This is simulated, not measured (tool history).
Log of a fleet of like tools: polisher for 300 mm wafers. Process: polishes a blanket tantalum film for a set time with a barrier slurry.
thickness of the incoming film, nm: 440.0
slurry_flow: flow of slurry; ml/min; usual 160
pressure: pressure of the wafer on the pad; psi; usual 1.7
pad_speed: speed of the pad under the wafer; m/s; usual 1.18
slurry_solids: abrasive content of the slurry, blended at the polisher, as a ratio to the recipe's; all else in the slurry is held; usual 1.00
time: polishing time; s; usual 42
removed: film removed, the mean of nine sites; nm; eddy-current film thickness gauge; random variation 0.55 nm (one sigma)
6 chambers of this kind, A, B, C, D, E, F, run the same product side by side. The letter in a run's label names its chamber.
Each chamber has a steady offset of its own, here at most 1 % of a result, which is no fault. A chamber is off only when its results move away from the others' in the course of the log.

| run | hour | slurry_flow | pressure | pad_speed | slurry_solids | time | wafers polished on this pad | hours since the slurry nozzle was cleaned | hours since the head pressure was calibrated | hours since the slurry blender was calibrated | removed |
|---|---|---|---|---|---|---|---|---|---|---|---|
| 1F | 6.7 | 160 | 1.7 | 1.18 | 1.00 | 42 | 382 | 522.2 | 38.3 | 110.5 | 81.032 |
|  | 11.5 | chamber E: worn pad replaced by a new one |
| 2E | 12.2 | 160 | 1.7 | 1.18 | 1.00 | 42 | 8 | 206.7 | 272.2 | 92.0 | 81.872 |
| 3D | 18.1 | 160 | 1.7 | 1.18 | 1.00 | 42 | 301 | 69.3 | 478.8 | 58.6 | 82.409 |
|  | 20.4 | chamber C: worn pad replaced by a new one |
| 4C | 22.6 | 160 | 1.7 | 1.18 | 1.00 | 42 | 27 | 203.8 | 375.5 | 51.3 | 80.758 |
| 5A | 28.0 | 140 | 1.7 | 1.18 | 1.25 | 42 | 489 | 274.8 | 280.5 | 58.7 | 84.492 |
| 6B | 33.1 | 140 | 1.7 | 1.18 | 1.25 | 42 | 925 | 669.4 | 383.2 | 114.2 | 82.827 |
|  | 35.5 | chamber F: slurry nozzle cleaned |
| 7A | 37.6 | 140 | 1.7 | 1.18 | 1.25 | 42 | 603 | 284.4 | 290.1 | 68.3 | 84.452 |
| 8B | 41.0 | 140 | 1.7 | 1.18 | 1.25 | 42 | 1019 | 677.3 | 391.1 | 122.1 | 83.091 |
| 9F | 44.4 | 140 | 1.7 | 1.18 | 1.25 | 42 | 829 | 8.9 | 76.0 | 148.2 | 83.955 |
| 10E | 50.1 | 140 | 1.7 | 1.18 | 1.25 | 42 | 458 | 244.6 | 310.1 | 129.9 | 84.965 |
|  | 50.6 | chamber A: worn pad replaced by a new one |
|  | 51.4 | chamber B: slurry nozzle cleaned |
| 11D | 54.5 | 160 | 1.7 | 1.18 | 1.00 | 42 | 733 | 105.7 | 515.2 | 95.0 | 82.254 |
|  | 54.9 | chamber D: worn pad replaced by a new one |
| 12C | 58.5 | 160 | 1.7 | 1.18 | 1.00 | 42 | 452 | 239.7 | 411.4 | 87.2 | 81.227 |
|  | 59.5 | chamber B: worn pad replaced by a new one |
| 13F | 63.0 | 160 | 1.7 | 1.18 | 0.85 | 36 | 1050 | 27.5 | 94.6 | 166.8 | 65.265 |
| 14C | 67.3 | 160 | 1.7 | 1.18 | 0.85 | 36 | 557 | 248.5 | 420.2 | 96.0 | 65.667 |
| 15B | 72.8 | 160 | 1.7 | 1.18 | 0.85 | 36 | 158 | 21.4 | 422.9 | 153.9 | 66.115 |
| 16D | 76.0 | 160 | 1.7 | 1.18 | 0.85 | 36 | 250 | 127.2 | 536.7 | 116.5 | 66.814 |
|  | 78.3 | chamber E: slurry nozzle cleaned |
| 17E | 80.2 | 160 | 1.7 | 1.18 | 0.85 | 36 | 815 | 2.0 | 340.2 | 160.0 | 66.883 |
| 18A | 83.8 | 160 | 1.7 | 1.18 | 0.85 | 36 | 394 | 330.6 | 336.3 | 114.5 | 65.980 |
|  | 83.9 | chamber E: slurry blender recalibrated |
| 19D | 88.2 | 160 | 2.1 | 1.46 | 1.00 | 42 | 394 | 139.4 | 548.9 | 128.7 | 125.710 |
| 20C | 93.2 | 160 | 2.1 | 1.46 | 1.00 | 42 | 864 | 274.4 | 446.1 | 121.9 | 125.350 |
|  | 94.1 | chamber F: worn pad replaced by a new one |
|  | 97.3 | chamber E: worn pad replaced by a new one |
| 21F | 99.0 | 160 | 2.1 | 1.46 | 1.00 | 42 | 59 | 63.5 | 130.6 | 202.8 | 123.980 |
| 22B | 102.0 | 160 | 2.1 | 1.46 | 1.00 | 42 | 504 | 50.6 | 452.1 | 183.1 | 122.700 |
| 23E | 107.2 | 160 | 2.1 | 1.46 | 1.00 | 42 | 117 | 29.0 | 367.2 | 23.3 | 124.990 |
|  | 109.9 | chamber A: worn pad replaced by a new one |
| 24A | 113.5 | 160 | 2.1 | 1.46 | 1.00 | 42 | 43 | 360.3 | 366.0 | 144.2 | 120.500 |
| 25D | 118.9 | 160 | 1.4 | 0.96 | 1.00 | 42 | 759 | 170.1 | 579.6 | 159.4 | 54.375 |
|  | 121.7 | chamber D: worn pad replaced by a new one |
| 26B | 124.8 | 160 | 1.4 | 0.96 | 1.00 | 42 | 774 | 73.4 | 474.9 | 205.9 | 54.287 |
| 27C | 129.1 | 160 | 1.4 | 0.96 | 1.00 | 42 | 1290 | 310.3 | 482.0 | 157.8 | 54.502 |
| 28A | 132.7 | 160 | 1.4 | 0.96 | 1.00 | 42 | 271 | 379.5 | 385.2 | 163.4 | 52.149 |
| 29E | 136.5 | 160 | 1.4 | 0.96 | 1.00 | 42 | 465 | 58.3 | 396.5 | 52.6 | 54.308 |
| 30F | 140.5 | 160 | 1.4 | 0.96 | 1.00 | 42 | 551 | 105.0 | 172.1 | 244.3 | 54.073 |
|  | 141.2 | chamber C: worn pad replaced by a new one |
|  | 143.1 | chamber B: worn pad replaced by a new one |
|  | 143.6 | chamber C: slurry nozzle cleaned |
| 31C | 145.8 | 160 | 1.7 | 1.18 | 1.00 | 42 | 55 | 2.2 | 498.7 | 174.5 | 80.241 |
| 32A | 152.5 | 160 | 1.7 | 0.78 | 1.00 | 42 | 506 | 399.3 | 405.0 | 183.2 | 51.658 |
| 33B | 158.9 | 160 | 1.7 | 0.78 | 1.00 | 42 | 187 | 107.5 | 509.0 | 240.0 | 53.571 |
| 34E | 162.6 | 160 | 1.7 | 0.78 | 1.00 | 42 | 774 | 84.4 | 422.6 | 78.7 | 53.918 |
| 35F | 165.8 | 160 | 1.7 | 0.78 | 1.00 | 42 | 851 | 130.3 | 197.4 | 269.6 | 54.195 |
| 36D | 171.8 | 160 | 1.7 | 0.78 | 1.00 | 42 | 595 | 223.0 | 632.5 | 212.3 | 53.218 |
|  | 177.5 | chamber E: worn pad replaced by a new one |
| 37C | 177.8 | 160 | 1.7 | 0.78 | 1.00 | 42 | 434 | 34.2 | 530.7 | 206.5 | 52.706 |
|  | 179.8 | chamber A: slurry blender recalibrated |
|  | 182.5 | chamber A: worn pad replaced by a new one |
| 38B | 183.4 | 160 | 1.7 | 1.18 | 1.00 | 42 | 478 | 132.0 | 533.5 | 264.5 | 81.174 |
| 39E | 190.2 | 160 | 1.7 | 1.18 | 1.00 | 42 | 151 | 112.0 | 450.2 | 106.3 | 82.427 |
|  | 191.9 | chamber D: worn pad replaced by a new one |
| 40A | 193.4 | 160 | 1.7 | 1.18 | 1.00 | 42 | 129 | 440.2 | 445.9 | 13.7 | 75.205 |
|  | 196.7 | chamber F: slurry blender recalibrated |
| 41D | 199.2 | 160 | 1.7 | 1.18 | 1.00 | 42 | 87 | 250.4 | 659.9 | 239.7 | 82.484 |
| 42F | 203.4 | 160 | 1.7 | 1.18 | 1.00 | 42 | 1297 | 167.9 | 235.0 | 6.7 | 81.306 |
| 43C | 207.4 | 160 | 1.7 | 1.18 | 1.00 | 42 | 785 | 63.8 | 560.3 | 236.1 | 81.984 |

Next, every chamber runs the same settings. What will each give?
| 44A | 212.3 | 110 | 1.7 | 1.18 | 1.00 | 42 |  |  |  |  | ? |
| 44B | 212.3 | 110 | 1.7 | 1.18 | 1.00 | 42 |  |  |  |  | ? |
| 44C | 212.3 | 110 | 1.7 | 1.18 | 1.00 | 42 |  |  |  |  | ? |
| 44D | 212.3 | 110 | 1.7 | 1.18 | 1.00 | 42 |  |  |  |  | ? |
| 44E | 212.3 | 110 | 1.7 | 1.18 | 1.00 | 42 |  |  |  |  | ? |
| 44F | 212.3 | 110 | 1.7 | 1.18 | 1.00 | 42 |  |  |  |  | ? |

| run | removed |
|---|---|
| 44A | 70.440 |
| 44B | 74.956 |
| 44C | 76.159 |
| 44D | 76.231 |
| 44E | 76.482 |
| 44F | 74.397 |
